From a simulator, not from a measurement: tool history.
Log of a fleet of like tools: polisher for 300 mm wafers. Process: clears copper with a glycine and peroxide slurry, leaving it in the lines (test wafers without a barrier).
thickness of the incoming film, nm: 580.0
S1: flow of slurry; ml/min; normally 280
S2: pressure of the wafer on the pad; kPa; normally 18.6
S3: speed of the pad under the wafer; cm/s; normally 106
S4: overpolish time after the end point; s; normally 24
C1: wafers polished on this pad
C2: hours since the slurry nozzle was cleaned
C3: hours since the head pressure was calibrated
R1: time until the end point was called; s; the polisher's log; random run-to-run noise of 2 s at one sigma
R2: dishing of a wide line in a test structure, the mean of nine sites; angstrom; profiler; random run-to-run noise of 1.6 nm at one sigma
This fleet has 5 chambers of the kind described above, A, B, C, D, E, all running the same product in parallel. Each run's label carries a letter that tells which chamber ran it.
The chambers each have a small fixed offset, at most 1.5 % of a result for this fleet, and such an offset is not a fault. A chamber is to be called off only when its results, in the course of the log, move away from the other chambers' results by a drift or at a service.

run	hour	S1	S2	S3	S4	C1	C2	C3	R1	R2
# hour 0.4: chamber B: worn pad replaced by a new one
1A	6.8	280	18.6	106	24	264	162.4	312.6	110.81	682.34
# hour 8: chamber E: slurry nozzle cleaned
# hour 9: chamber E: worn pad replaced by a new one
2B	12.7	280	18.6	106	24	112	248	613.1	107.1	643.51
3E	19.4	280	18.6	106	24	95	11.5	1133.4	110.96	655.24
4D	27.7	280	18.6	106	24	1459	61.4	536.1	110.61	656.79
# hour 30.2: chamber A: slurry nozzle cleaned
5C	34.8	280	18.6	106	24	863	219.7	157.5	112.03	661.2
6A	41.7	280	18.6	106	24	582	11.5	347.5	112.49	682.84
# hour 43.7: chamber D: worn pad replaced by a new one
7D	49.4	375	23.4	106	24	51	83.1	557.8	90.672	743.32
# hour 55.4: chamber C: worn pad replaced by a new one
8B	57.6	375	23.4	106	24	521	292.9	658	89.37	715.99
9C	65.9	375	23.4	106	24	96	250.8	188.6	90.378	734.97
# hour 67.3: chamber B: worn pad replaced by a new one
# hour 73.2: chamber A: worn pad replaced by a new one
10E	73.3	375	23.4	106	24	586	65.4	1187.3	87.637	736.78
# hour 75.3: chamber E: worn pad replaced by a new one
11B	80.6	375	23.4	106	24	121	315.9	681	90.069	758.53
12A	88.7	280	22.8	122	24	141	58.5	394.5	82.689	800.71
13E	93.6	280	22.8	122	24	166	85.7	1207.6	80.772	763.63
14C	102.5	280	22.8	122	24	429	287.4	225.2	83.955	773.66
# hour 106.9: chamber B: head pressure recalibrated
15D	112	280	22.8	122	24	622	145.7	620.4	85.862	764.18
16E	118.8	280	22.8	122	24	396	110.9	1232.8	81.335	771.71
17D	123	280	18.6	106	24	722	156.7	631.4	110.67	673.68
18A	128.3	280	18.6	106	24	502	98.1	434.1	112.68	670.63
# hour 132.4: chamber E: worn pad replaced by a new one
19C	132.5	280	18.6	106	24	702	317.4	255.2	109.33	644.94
# hour 135.3: chamber E: head pressure recalibrated
20B	139	280	18.6	122	35	653	374.3	32.1	94.967	822.71
# hour 139.9: chamber B: worn pad replaced by a new one
21D	143.5	280	18.6	122	35	908	177.2	651.9	99.502	837.48
22A	152.1	280	18.6	122	35	719	121.9	457.9	98.158	821.73
23C	158.3	280	18.6	122	35	937	343.2	281	94.974	825.73
24E	167.7	280	18.6	122	35	321	159.8	32.5	95.723	848.39
# hour 170.8: chamber A: worn pad replaced by a new one
25B	176.8	280	22.8	92	24	336	412.1	69.9	104.12	665.63
26A	181.9	280	22.8	92	24	101	151.7	487.7	108.22	663.18
# hour 182.5: chamber C: worn pad replaced by a new one
# hour 184.1: chamber D: worn pad replaced by a new one
27C	189.7	280	22.8	92	24	65	374.6	312.4	109.03	689.55
28E	198.5	280	22.8	92	24	602	190.6	63.3	110.23	682.26
# hour 202.3: chamber B: worn pad replaced by a new one
29B	204	280	22.8	92	24	16	439.3	97.1	101.59	669.61
# hour 204.7: chamber E: worn pad replaced by a new one
# hour 208.4: chamber A: slurry nozzle cleaned
30D	211	280	18.6	106	24	245	244.7	719.4	115.15	672.13
31B	218.6	280	15.2	106	19	149	453.9	111.7	131.59	480.69
32E	223.9	280	15.2	106	19	174	216	88.7	130.13	506.48
33C	233	280	15.2	106	19	460	417.9	355.7	133.41	488.23
34D	240.2	280	15.2	106	19	511	273.9	748.6	137.83	517.01
35A	245.5	280	15.2	106	19	680	37.1	551.3	133.85	512.28
36D	250.6	280	18.6	106	24	606	284.3	759	110.09	646.8
37C	256.9	280	18.6	106	24	677	441.8	379.6	109.69	653.98
38E	263.7	280	18.6	106	24	537	255.8	128.5	112.12	640.18
# hour 270.1: chamber B: worn pad replaced by a new one
39B	270.5	280	18.6	84	20	4	505.8	163.6	135.27	509.54

All 5 chambers run these settings next. Forecast each chamber's results:
40A	277.4	280	18.6	106	24				?	?
40B	277.4	280	18.6	106	24				?	?
40C	277.4	280	18.6	106	24				?	?
40D	277.4	280	18.6	106	24				?	?
40E	277.4	280	18.6	106	24				?	?

run	R1	R2
40A	114.32	672.87
40B	109.83	651.14
40C	111.1	658.26
40D	112.89	638.31
40E	109.46	640.86
